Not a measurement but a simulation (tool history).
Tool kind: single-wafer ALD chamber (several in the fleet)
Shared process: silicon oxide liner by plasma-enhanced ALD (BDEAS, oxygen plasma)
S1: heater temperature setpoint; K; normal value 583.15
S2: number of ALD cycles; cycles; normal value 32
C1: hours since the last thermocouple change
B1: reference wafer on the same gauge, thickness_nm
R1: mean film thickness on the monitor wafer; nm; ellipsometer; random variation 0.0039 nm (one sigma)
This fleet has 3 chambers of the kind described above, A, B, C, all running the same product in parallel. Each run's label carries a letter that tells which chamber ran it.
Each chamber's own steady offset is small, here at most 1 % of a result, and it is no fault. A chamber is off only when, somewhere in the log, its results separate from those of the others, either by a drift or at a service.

run,hour,S1,S2,C1,B1,R1
1C,7.4,583.15,32,272.2,3.4912,2.9543
2A,14.6,583.15,32,199.5,3.4931,2.9524
3B,19.2,583.15,32,235.4,3.4916,2.9243
4B,27.6,583.15,32,243.8,3.4936,2.9343
5C,34.1,583.15,32,298.9,3.4931,2.9649
6A,37.8,583.15,32,222.7,3.4936,2.9542
7B,45.1,583.15,32,261.3,3.495,2.929
8C,53.3,583.15,32,318.1,3.4946,2.9598
9A,61.5,583.15,32,246.4,3.4958,2.9538
10A,67.7,583.15,32,252.6,3.4983,2.9615
11C,74.8,583.15,32,339.6,3.4985,2.9632
12B,82.7,583.15,32,298.9,3.4977,2.9316
13B,88.2,583.15,32,304.4,3.4991,2.9414
14A,92.8,583.15,32,277.7,3.4997,2.9564
15C,96.8,583.15,32,361.6,3.5013,2.9572
16C,104.4,583.15,32,369.2,3.5003,2.9615
17B,111.3,583.15,32,327.5,3.5014,2.9306
18A,116,583.15,27,300.9,3.501,2.4969
19B,119.8,583.15,27,336,3.5019,2.4853
20C,125.3,583.15,27,390.1,3.5011,2.5049
21A,131.4,583.15,32,316.3,3.5033,2.9655
22A,136,583.15,32,320.9,3.5038,2.9574
23C,144.3,583.15,32,409.1,3.5038,2.9705
24B,150.5,583.15,32,366.7,3.5056,2.942
25C,155.4,583.15,32,420.2,3.5044,2.9674
26B,160.1,583.15,32,376.3,3.5055,2.9434
27A,166.5,583.15,32,351.4,3.5068,2.9686
28A,173.8,583.15,32,358.7,3.507,2.9629
29C,178.1,583.15,32,442.9,3.5075,2.9735
30B,182.7,583.15,32,398.9,3.5069,2.938
31A,189.2,583.15,27,374.1,3.5088,2.5002

Is one chamber off against the others, does the gauge drift, or is nothing wrong? If a chamber is off, say which, and what the likeliest cause is.

Gauge drift. The chambers move together only on paper, and none stands off.
Cause: gauge reads high (%) = 0.555.

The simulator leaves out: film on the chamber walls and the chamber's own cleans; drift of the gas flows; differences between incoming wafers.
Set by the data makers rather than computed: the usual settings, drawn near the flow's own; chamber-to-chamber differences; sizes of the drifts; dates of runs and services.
